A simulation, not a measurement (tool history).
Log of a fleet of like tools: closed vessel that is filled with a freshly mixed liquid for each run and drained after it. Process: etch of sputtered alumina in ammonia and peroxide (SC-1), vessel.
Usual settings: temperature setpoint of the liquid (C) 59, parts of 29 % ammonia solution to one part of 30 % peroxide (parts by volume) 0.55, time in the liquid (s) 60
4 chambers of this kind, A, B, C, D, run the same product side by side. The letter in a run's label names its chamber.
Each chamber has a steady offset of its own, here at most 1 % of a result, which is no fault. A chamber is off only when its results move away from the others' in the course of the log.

| run | day | temperature setpoint of the liquid (C) | parts of 29 % ammonia solution to one part of 30 % peroxide (parts by volume) | time in the liquid (s) | read-back film thickness of the sputtered alumina reference wafer, read on the same gauge (nm) | thickness taken off the sputtered alumina on a monitor wafer (Å) |
|---|---|---|---|---|---|---|
| 1A | 0.496 | 59 | 0.55 | 60 | 99.996 | 93.357 |
| 2B | 1.029 | 59 | 0.55 | 60 | 100.010 | 94.808 |
| 3D | 1.529 | 59 | 0.55 | 60 | 99.988 | 92.288 |
| 4C | 1.812 | 59 | 0.55 | 60 | 100.000 | 92.516 |
| 5A | 2.138 | 59 | 0.55 | 60 | 99.996 | 93.432 |
| 6D | 2.604 | 59 | 0.55 | 60 | 99.998 | 93.545 |
| 7B | 2.858 | 59 | 0.55 | 60 | 99.992 | 95.163 |
| 8C | 3.233 | 59 | 0.70 | 60 | 100.010 | 95.351 |
| 9B | 3.658 | 59 | 0.70 | 60 | 100.000 | 96.508 |
| 10D | 3.933 | 59 | 0.70 | 60 | 99.988 | 94.478 |
| 11A | 4.325 | 59 | 0.70 | 60 | 99.981 | 95.701 |
|  | 4.383 | chamber A: ammonia flow meter replaced |
|  | 4.688 | chamber D: new drum of ammonia solution connected |
| 12C | 4.733 | 59 | 0.55 | 90 | 99.988 | 143.010 |
| 13A | 5.000 | 59 | 0.55 | 90 | 100.000 | 139.410 |
| 14D | 5.475 | 59 | 0.55 | 90 | 100.010 | 141.080 |
| 15C | 5.975 | 59 | 0.55 | 90 | 100.000 | 141.560 |
| 16B | 6.438 | 56 | 0.85 | 60 | 99.997 | 84.077 |
| 17A | 6.912 | 56 | 0.85 | 60 | 100.000 | 82.609 |
| 18B | 7.329 | 56 | 0.85 | 60 | 100.010 | 83.900 |
|  | 7.408 | chamber A: new drum of ammonia solution connected |
| 19D | 7.650 | 56 | 0.85 | 60 | 100.020 | 83.310 |
| 20C | 8.146 | 59 | 0.55 | 60 | 100.000 | 91.531 |
| 21A | 8.458 | 59 | 0.55 | 35 | 99.990 | 53.911 |
|  | 8.546 | chamber B: new drum of ammonia solution connected |
| 22B | 8.692 | 59 | 0.55 | 35 | 99.997 | 54.758 |
| 23C | 9.208 | 59 | 0.55 | 35 | 99.997 | 52.190 |
| 24D | 9.696 | 59 | 0.55 | 35 | 100.010 | 54.836 |
| 25B | 10.083 | 59 | 0.55 | 60 | 99.989 | 92.971 |
|  | 10.262 | chamber C: new drum of ammonia solution connected |
| 26D | 10.575 | 59 | 0.55 | 60 | 99.991 | 93.958 |
| 27A | 10.892 | 59 | 0.55 | 60 | 99.993 | 93.731 |
|  | 11.071 | chamber D: ammonia flow meter replaced |
| 28C | 11.400 | 59 | 0.55 | 60 | 99.977 | 87.275 |
| 29D | 11.900 | 59 | 0.55 | 60 | 99.984 | 93.229 |
| 30C | 12.300 | 59 | 0.55 | 60 | 99.981 | 85.627 |
| 31A | 12.721 | 59 | 0.55 | 60 | 100.010 | 92.724 |
| 32B | 13.229 | 59 | 0.40 | 60 | 100.010 | 91.100 |

Is one chamber off against the others, does the gauge drift, or is nothing wrong? If a chamber is off, say which, and what the likeliest cause is.

Chamber C drifts away from the others.
Cause: liquid colder than its thermometer reads (K) = 2.01.

Here are 4 candidates for chamber C's next run, each the usual settings with a change, their results left as question marks. Which one brings its results back in line with what the others give on the usual settings?
In line means no further than this from the other chambers' mean on the usual settings: thickness taken off the sputtered alumina on a monitor wafer (Å) 2.600
| 33C-1 | 13.612 | 59.0 | 0.80 | 60 |  | ? |
| 33C-2 | 13.612 | 57.0 | 0.55 | 60 |  | ? |
| 33C-3 | 13.612 | 59.0 | 0.35 | 60 |  | ? |
| 33C-4 | 13.612 | 59.5 | 0.55 | 65 |  | ? |

The other chambers' mean on the usual settings: thickness taken off the sputtered alumina on a monitor wafer (Å) 93.533
| run | thickness taken off the sputtered alumina on a monitor wafer (Å) |
|---|---|
| 33C-1 | 87.234 |
| 33C-2 | 75.652 |
| 33C-3 | 80.706 |
| 33C-4 | 93.693 |
33C-4 brings the chamber back in line.
